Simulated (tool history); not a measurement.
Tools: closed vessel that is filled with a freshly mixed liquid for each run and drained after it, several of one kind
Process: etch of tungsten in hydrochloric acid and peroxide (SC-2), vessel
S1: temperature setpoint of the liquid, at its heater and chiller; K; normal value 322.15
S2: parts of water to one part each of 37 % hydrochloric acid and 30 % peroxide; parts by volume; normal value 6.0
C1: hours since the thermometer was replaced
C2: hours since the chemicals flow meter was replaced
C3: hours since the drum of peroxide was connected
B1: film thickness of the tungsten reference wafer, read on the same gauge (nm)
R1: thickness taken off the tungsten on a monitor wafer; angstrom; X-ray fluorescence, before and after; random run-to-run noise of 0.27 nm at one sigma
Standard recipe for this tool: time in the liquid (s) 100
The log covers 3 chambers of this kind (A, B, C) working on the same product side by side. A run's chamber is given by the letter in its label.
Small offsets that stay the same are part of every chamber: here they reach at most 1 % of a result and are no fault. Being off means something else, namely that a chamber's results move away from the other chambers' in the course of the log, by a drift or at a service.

{"run": "1A", "hour": 8.4, "S1": 322.15, "S2": 6.0, "time in the liquid (s)": 100, "C1": 294.9, "C2": 73.8, "C3": 364.9, "B1": 40.0, "R1": 332.25}
{"hour": 9.4, "done": "chamber C: thermometer replaced"}
{"run": "2C", "hour": 19.5, "S1": 322.15, "S2": 6.0, "time in the liquid (s)": 100, "C1": 10.2, "C2": 176.7, "C3": 97.5, "B1": 39.979, "R1": 335.24}
{"run": "3B", "hour": 32.4, "S1": 322.15, "S2": 6.0, "time in the liquid (s)": 100, "C1": 1567.5, "C2": 1372.9, "C3": 862.1, "B1": 40.007, "R1": 331.2}
{"run": "4B", "hour": 45.1, "S1": 322.15, "S2": 6.0, "time in the liquid (s)": 100, "C1": 1580.2, "C2": 1385.6, "C3": 874.8, "B1": 39.98, "R1": 331.02}
{"run": "5C", "hour": 61.1, "S1": 322.15, "S2": 6.0, "time in the liquid (s)": 100, "C1": 51.8, "C2": 218.3, "C3": 139.1, "B1": 40.025, "R1": 328.2}
{"run": "6A", "hour": 73.1, "S1": 322.15, "S2": 6.0, "time in the liquid (s)": 100, "C1": 359.6, "C2": 138.5, "C3": 429.6, "B1": 39.996, "R1": 328.31}
{"run": "7A", "hour": 88.4, "S1": 322.15, "S2": 6.0, "time in the liquid (s)": 100, "C1": 374.9, "C2": 153.8, "C3": 444.9, "B1": 40.021, "R1": 331.12}
{"run": "8B", "hour": 104.0, "S1": 322.15, "S2": 6.0, "time in the liquid (s)": 100, "C1": 1639.1, "C2": 1444.5, "C3": 933.7, "B1": 40.024, "R1": 329.17}
{"run": "9C", "hour": 119.7, "S1": 322.15, "S2": 6.0, "time in the liquid (s)": 100, "C1": 110.4, "C2": 276.9, "C3": 197.7, "B1": 39.976, "R1": 335.61}
{"run": "10A", "hour": 135.6, "S1": 322.15, "S2": 6.0, "time in the liquid (s)": 100, "C1": 422.1, "C2": 201.0, "C3": 492.1, "B1": 39.996, "R1": 331.05}
{"run": "11C", "hour": 151.7, "S1": 322.15, "S2": 6.0, "time in the liquid (s)": 100, "C1": 142.4, "C2": 308.9, "C3": 229.7, "B1": 39.976, "R1": 337.01}
{"run": "12B", "hour": 163.3, "S1": 322.15, "S2": 6.0, "time in the liquid (s)": 100, "C1": 1698.4, "C2": 1503.8, "C3": 993.0, "B1": 39.997, "R1": 330.67}
{"run": "13A", "hour": 174.2, "S1": 322.15, "S2": 6.0, "time in the liquid (s)": 100, "C1": 460.7, "C2": 239.6, "C3": 530.7, "B1": 39.987, "R1": 329.45}
{"run": "14C", "hour": 181.5, "S1": 322.15, "S2": 6.0, "time in the liquid (s)": 100, "C1": 172.2, "C2": 338.7, "C3": 259.5, "B1": 40.014, "R1": 330.43}
{"hour": 182.0, "done": "chamber B: new drum of peroxide connected"}
{"run": "15B", "hour": 193.1, "S1": 322.15, "S2": 6.0, "time in the liquid (s)": 100, "C1": 1728.2, "C2": 1533.6, "C3": 11.1, "B1": 40.003, "R1": 329.45}
{"run": "16B", "hour": 208.1, "S1": 322.15, "S2": 6.0, "time in the liquid (s)": 100, "C1": 1743.2, "C2": 1548.6, "C3": 26.1, "B1": 39.999, "R1": 327.27}
{"run": "17C", "hour": 219.3, "S1": 322.15, "S2": 4.0, "time in the liquid (s)": 45, "C1": 210.0, "C2": 376.5, "C3": 297.3, "B1": 40.011, "R1": 196.5}
{"run": "18A", "hour": 232.7, "S1": 322.15, "S2": 4.0, "time in the liquid (s)": 45, "C1": 519.2, "C2": 298.1, "C3": 589.2, "B1": 39.995, "R1": 198.87}
{"run": "19A", "hour": 247.7, "S1": 322.15, "S2": 4.0, "time in the liquid (s)": 45, "C1": 534.2, "C2": 313.1, "C3": 604.2, "B1": 39.992, "R1": 200.66}
{"run": "20B", "hour": 259.0, "S1": 322.15, "S2": 6.0, "time in the liquid (s)": 100, "C1": 1794.1, "C2": 1599.5, "C3": 77.0, "B1": 39.972, "R1": 327.46}
{"run": "21C", "hour": 267.0, "S1": 322.15, "S2": 6.0, "time in the liquid (s)": 100, "C1": 257.7, "C2": 424.2, "C3": 345.0, "B1": 40.021, "R1": 333.51}
{"run": "22C", "hour": 280.8, "S1": 322.15, "S2": 6.0, "time in the liquid (s)": 100, "C1": 271.5, "C2": 438.0, "C3": 358.8, "B1": 39.982, "R1": 333.37}
{"run": "23A", "hour": 291.9, "S1": 322.15, "S2": 6.0, "time in the liquid (s)": 100, "C1": 578.4, "C2": 357.3, "C3": 648.4, "B1": 39.983, "R1": 332.39}
{"run": "24B", "hour": 305.1, "S1": 322.15, "S2": 6.0, "time in the liquid (s)": 100, "C1": 1840.2, "C2": 1645.6, "C3": 123.1, "B1": 39.981, "R1": 325.91}
{"run": "25B", "hour": 313.5, "S1": 322.15, "S2": 6.0, "time in the liquid (s)": 100, "C1": 1848.6, "C2": 1654.0, "C3": 131.5, "B1": 39.975, "R1": 323.77}
{"run": "26A", "hour": 324.2, "S1": 322.15, "S2": 6.0, "time in the liquid (s)": 100, "C1": 610.7, "C2": 389.6, "C3": 680.7, "B1": 40.008, "R1": 332.14}
{"run": "27C", "hour": 334.2, "S1": 322.15, "S2": 6.0, "time in the liquid (s)": 100, "C1": 324.9, "C2": 491.4, "C3": 412.2, "B1": 39.996, "R1": 332.8}
{"run": "28B", "hour": 342.8, "S1": 329.65, "S2": 7.5, "time in the liquid (s)": 100, "C1": 1877.9, "C2": 1683.3, "C3": 160.8, "B1": 39.98, "R1": 458.53}
{"run": "29A", "hour": 350.1, "S1": 329.65, "S2": 7.5, "time in the liquid (s)": 100, "C1": 636.6, "C2": 415.5, "C3": 706.6, "B1": 39.977, "R1": 451.86}
{"run": "30C", "hour": 365.1, "S1": 329.65, "S2": 7.5, "time in the liquid (s)": 100, "C1": 355.8, "C2": 522.3, "C3": 443.1, "B1": 39.993, "R1": 451.71}
{"hour": 370.5, "done": "chamber C: new drum of peroxide connected"}
{"hour": 372.0, "done": "chamber A: thermometer replaced"}
{"run": "31A", "hour": 376.9, "S1": 322.15, "S2": 6.0, "time in the liquid (s)": 100, "C1": 5.0, "C2": 442.3, "C3": 733.4, "B1": 40.021, "R1": 329.0}
{"run": "32B", "hour": 392.2, "S1": 322.15, "S2": 4.5, "time in the liquid (s)": 140, "C1": 1927.3, "C2": 1732.7, "C3": 210.2, "B1": 40.024, "R1": 568.53}
{"run": "33C", "hour": 402.9, "S1": 322.15, "S2": 4.5, "time in the liquid (s)": 140, "C1": 393.6, "C2": 560.1, "C3": 32.5, "B1": 40.006, "R1": 572.84}
{"run": "34A", "hour": 412.5, "S1": 322.15, "S2": 4.5, "time in the liquid (s)": 140, "C1": 40.6, "C2": 477.9, "C3": 769.0, "B1": 40.028, "R1": 575.18}
{"run": "35B", "hour": 426.9, "S1": 322.15, "S2": 6.0, "time in the liquid (s)": 65, "C1": 1962.0, "C2": 1767.4, "C3": 244.9, "B1": 39.982, "R1": 214.58}

What goes on in this fleet: one chamber off, a drifting gauge, or nothing beyond the chambers' own small offsets? Name the chamber and the cause, if any.

No chamber stands off beyond its own small offset, and the gauge holds steady.

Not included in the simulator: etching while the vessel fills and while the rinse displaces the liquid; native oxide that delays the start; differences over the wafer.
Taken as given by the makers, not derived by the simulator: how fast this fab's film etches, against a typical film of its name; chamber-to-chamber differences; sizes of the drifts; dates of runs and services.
